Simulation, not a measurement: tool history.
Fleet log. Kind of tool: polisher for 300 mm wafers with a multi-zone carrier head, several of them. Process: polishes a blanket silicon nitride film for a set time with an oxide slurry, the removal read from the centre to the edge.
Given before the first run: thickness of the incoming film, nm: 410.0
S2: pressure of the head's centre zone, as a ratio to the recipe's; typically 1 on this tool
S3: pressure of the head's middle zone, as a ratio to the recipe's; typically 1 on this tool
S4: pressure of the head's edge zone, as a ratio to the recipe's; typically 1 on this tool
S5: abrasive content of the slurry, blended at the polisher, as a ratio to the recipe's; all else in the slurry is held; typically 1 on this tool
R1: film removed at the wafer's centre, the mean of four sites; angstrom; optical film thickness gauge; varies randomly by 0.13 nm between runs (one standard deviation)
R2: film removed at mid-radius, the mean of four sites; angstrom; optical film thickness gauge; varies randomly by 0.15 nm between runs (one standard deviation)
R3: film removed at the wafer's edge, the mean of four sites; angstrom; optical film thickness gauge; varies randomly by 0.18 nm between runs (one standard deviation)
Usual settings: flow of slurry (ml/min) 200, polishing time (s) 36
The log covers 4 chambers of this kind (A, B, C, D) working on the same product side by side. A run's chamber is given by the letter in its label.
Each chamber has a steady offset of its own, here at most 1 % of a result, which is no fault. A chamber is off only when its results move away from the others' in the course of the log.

run 1B hour=4.4 | flow_of_slurry_(ml/min)=200 S2=1 S3=1 S4=1 S5=1 polishing_time_(s)=36 | R1=157.84 R2=156.71 R3=157.01
-- hour=7 chamber A: worn pad replaced by a new one
run 2C hour=7.8 | flow_of_slurry_(ml/min)=200 S2=1 S3=1 S4=1 S5=1 polishing_time_(s)=36 | R1=157.64 R2=156.95 R3=157.66
run 3D hour=11.8 | flow_of_slurry_(ml/min)=200 S2=1 S3=1 S4=1 S5=1 polishing_time_(s)=36 | R1=153.5 R2=154.9 R3=154.99
-- hour=14.9 chamber D: worn pad replaced by a new one
run 4A hour=17.2 | flow_of_slurry_(ml/min)=200 S2=1 S3=1 S4=1 S5=1 polishing_time_(s)=36 | R1=156.15 R2=158.02 R3=156.59
run 5A hour=21.1 | flow_of_slurry_(ml/min)=200 S2=1 S3=1 S4=1 S5=1 polishing_time_(s)=36 | R1=158.87 R2=158.25 R3=155.81
run 6B hour=26.2 | flow_of_slurry_(ml/min)=200 S2=1 S3=1 S4=1 S5=1 polishing_time_(s)=36 | R1=155.18 R2=157.84 R3=157
-- hour=28 chamber B: worn pad replaced by a new one
run 7C hour=29.6 | flow_of_slurry_(ml/min)=200 S2=1 S3=1 S4=1 S5=1 polishing_time_(s)=36 | R1=156.47 R2=156.27 R3=158.59
run 8D hour=35.3 | flow_of_slurry_(ml/min)=200 S2=1 S3=1 S4=1 S5=1 polishing_time_(s)=36 | R1=156.38 R2=157.89 R3=154.95
run 9B hour=41.8 | flow_of_slurry_(ml/min)=200 S2=1 S3=1 S4=1 S5=1 polishing_time_(s)=36 | R1=156.05 R2=159.78 R3=158.74
run 10C hour=45 | flow_of_slurry_(ml/min)=200 S2=1 S3=1 S4=1 S5=1 polishing_time_(s)=36 | R1=157.78 R2=154.86 R3=157.03
-- hour=49.6 chamber C: worn pad replaced by a new one
-- hour=50.7 chamber A: worn pad replaced by a new one
run 11D hour=51 | flow_of_slurry_(ml/min)=200 S2=1 S3=1 S4=1 S5=1 polishing_time_(s)=36 | R1=156.62 R2=154.24 R3=157.19
run 12A hour=56.7 | flow_of_slurry_(ml/min)=200 S2=1 S3=1 S4=1 S5=1 polishing_time_(s)=36 | R1=155.6 R2=158.52 R3=156.76
run 13D hour=60.2 | flow_of_slurry_(ml/min)=200 S2=1 S3=1 S4=1 S5=1 polishing_time_(s)=36 | R1=158.16 R2=154.21 R3=160.24
run 14C hour=64.4 | flow_of_slurry_(ml/min)=200 S2=1 S3=1 S4=1 S5=1 polishing_time_(s)=36 | R1=158.32 R2=153.69 R3=152.97
-- hour=64.6 chamber B: worn pad replaced by a new one
run 15B hour=68.9 | flow_of_slurry_(ml/min)=200 S2=1 S3=1 S4=1 S5=1 polishing_time_(s)=36 | R1=154.28 R2=156.47 R3=155.76
run 16A hour=74.1 | flow_of_slurry_(ml/min)=200 S2=1 S3=1 S4=1 S5=1 polishing_time_(s)=36 | R1=156.51 R2=158.19 R3=157.37
-- hour=77 chamber D: worn pad replaced by a new one
run 17A hour=79.8 | flow_of_slurry_(ml/min)=200 S2=1 S3=1 S4=1 S5=1 polishing_time_(s)=36 | R1=155.67 R2=158.83 R3=154.27
run 18D hour=85 | flow_of_slurry_(ml/min)=200 S2=1 S3=1 S4=1 S5=1 polishing_time_(s)=36 | R1=157.39 R2=155.56 R3=155.45
run 19B hour=90 | flow_of_slurry_(ml/min)=200 S2=1 S3=1 S4=1 S5=1 polishing_time_(s)=36 | R1=154.8 R2=156.42 R3=156.41
-- hour=90.4 chamber A: worn pad replaced by a new one
run 20C hour=93.1 | flow_of_slurry_(ml/min)=200 S2=1 S3=1 S4=0.9 S5=1 polishing_time_(s)=36 | R1=157.61 R2=153.75 R3=146.24
run 21B hour=98.7 | flow_of_slurry_(ml/min)=200 S2=1 S3=1 S4=0.9 S5=1 polishing_time_(s)=36 | R1=155.31 R2=157.87 R3=145.21
-- hour=101.3 chamber B: worn pad replaced by a new one
run 22D hour=103.2 | flow_of_slurry_(ml/min)=200 S2=1 S3=1 S4=0.9 S5=1 polishing_time_(s)=36 | R1=153.85 R2=157.39 R3=148.03
-- hour=107.2 chamber C: worn pad replaced by a new one
run 23A hour=107.5 | flow_of_slurry_(ml/min)=200 S2=1 S3=1 S4=0.9 S5=1 polishing_time_(s)=36 | R1=157.09 R2=158.49 R3=149.07
run 24C hour=110.6 | flow_of_slurry_(ml/min)=200 S2=1.08 S3=1 S4=1 S5=1.2 polishing_time_(s)=36 | R1=185.24 R2=166.68 R3=168.75
run 25B hour=113.9 | flow_of_slurry_(ml/min)=200 S2=1.08 S3=1 S4=1 S5=1.2 polishing_time_(s)=36 | R1=184.74 R2=165.81 R3=170.98
run 26C hour=117.9 | flow_of_slurry_(ml/min)=200 S2=1.08 S3=1 S4=1 S5=1.2 polishing_time_(s)=36 | R1=186.21 R2=165.92 R3=166.13
run 27D hour=122 | flow_of_slurry_(ml/min)=200 S2=1.08 S3=1 S4=1 S5=1.2 polishing_time_(s)=36 | R1=183 R2=167.66 R3=166.87
run 28A hour=126.4 | flow_of_slurry_(ml/min)=200 S2=1 S3=1 S4=1 S5=1 polishing_time_(s)=36 | R1=156 R2=158.71 R3=157.56
run 29B hour=129.6 | flow_of_slurry_(ml/min)=200 S2=1 S3=1 S4=1 S5=1 polishing_time_(s)=36 | R1=156.75 R2=156.73 R3=159.38
-- hour=133.9 chamber B: worn pad replaced by a new one
run 30C hour=134.5 | flow_of_slurry_(ml/min)=200 S2=1 S3=1 S4=1 S5=1 polishing_time_(s)=36 | R1=158.37 R2=155.63 R3=157.11
-- hour=137.1 chamber A: slurry nozzle cleaned
run 31A hour=139 | flow_of_slurry_(ml/min)=200 S2=1 S3=1 S4=1 S5=1 polishing_time_(s)=36 | R1=155.23 R2=156.49 R3=159.68
-- hour=140.1 chamber A: worn pad replaced by a new one
-- hour=140.4 chamber D: worn pad replaced by a new one
run 32D hour=144.9 | flow_of_slurry_(ml/min)=200 S2=1 S3=1 S4=1 S5=1 polishing_time_(s)=36 | R1=152.98 R2=155.22 R3=152.08
run 33C hour=148.6 | flow_of_slurry_(ml/min)=200 S2=1 S3=1 S4=1 S5=1 polishing_time_(s)=36 | R1=157.73 R2=156.1 R3=154.62
run 34B hour=154.3 | flow_of_slurry_(ml/min)=200 S2=1 S3=1 S4=1 S5=1 polishing_time_(s)=36 | R1=155.75 R2=159.01 R3=158.11
run 35D hour=158.1 | flow_of_slurry_(ml/min)=200 S2=1 S3=1 S4=1 S5=1 polishing_time_(s)=36 | R1=151.96 R2=148.58 R3=151.67
run 36A hour=161.1 | flow_of_slurry_(ml/min)=200 S2=1 S3=1 S4=1 S5=1 polishing_time_(s)=36 | R1=156.94 R2=157.75 R3=157.04
run 37D hour=167.5 | flow_of_slurry_(ml/min)=200 S2=1 S3=1 S4=1 S5=1 polishing_time_(s)=36 | R1=149.23 R2=146.71 R3=147.89
-- hour=173.6 chamber B: worn pad replaced by a new one
run 38B hour=174 | flow_of_slurry_(ml/min)=200 S2=1 S3=1 S4=1 S5=1 polishing_time_(s)=36 | R1=154.22 R2=159.62 R3=155.07
run 39A hour=176.9 | flow_of_slurry_(ml/min)=200 S2=1 S3=1 S4=1 S5=1 polishing_time_(s)=36 | R1=156.69 R2=160.13 R3=155.99
-- hour=177 chamber C: worn pad replaced by a new one
run 40C hour=180.4 | flow_of_slurry_(ml/min)=200 S2=1 S3=1 S4=1 S5=1 polishing_time_(s)=36 | R1=155.61 R2=154.8 R3=155.97
run 41D hour=185.5 | flow_of_slurry_(ml/min)=200 S2=1 S3=1 S4=1 S5=1 polishing_time_(s)=36 | R1=148.9 R2=146.99 R3=154.14
run 42C hour=191.7 | flow_of_slurry_(ml/min)=200 S2=1 S3=1 S4=1 S5=1 polishing_time_(s)=36 | R1=158.92 R2=156.36 R3=157.14

Read the log: is a single chamber off, either drifting away or since a service, is the gauge that measures every chamber drifting, or is nothing wrong beyond small per-chamber offsets? Name any odd chamber and what most likely caused it.

Little by little, chamber D moves away from the other chambers.
Likeliest cause: slurry flow missing at the pad, % = 31.6.

Which of the 4 candidates below, each the usual settings with something changed and its results left as question marks, puts chamber D back in line with what the other chambers give on the usual settings?
A result is in line if it is within this distance of the other chambers' mean on the usual settings: R1 4.6 angstrom; R2 5.2 angstrom; R3 6.2 angstrom
run 43D-1 hour=196.5 | flow_of_slurry_(ml/min)=205 S2=1.01 S3=1.01 S4=0.99 S5=1 polishing_time_(s)=38 | R1=? R2=? R3=?
run 43D-2 hour=196.5 | flow_of_slurry_(ml/min)=195 S2=0.99 S3=0.99 S4=1.01 S5=1 polishing_time_(s)=34 | R1=? R2=? R3=?
run 43D-3 hour=196.5 | flow_of_slurry_(ml/min)=200 S2=1.01 S3=1 S4=1 S5=1 polishing_time_(s)=36 | R1=? R2=? R3=?
run 43D-4 hour=196.5 | flow_of_slurry_(ml/min)=200 S2=0.99 S3=1 S4=1 S5=1 polishing_time_(s)=36 | R1=? R2=? R3=?

Mean of the other chambers on the usual settings: R1 156.39 angstrom; R2 156.35 angstrom; R3 156.43 angstrom
run=43D-1 R1=157.37 R2=158.27 R3=157.48
run=43D-2 R1=136.14 R2=137.62 R3=141.41
run=43D-3 R1=148.24 R2=147.83 R3=149.47
run=43D-4 R1=145.01 R2=147.85 R3=149.47
The right change is 43D-1: it brings the chamber back within the allowed miss of the others.
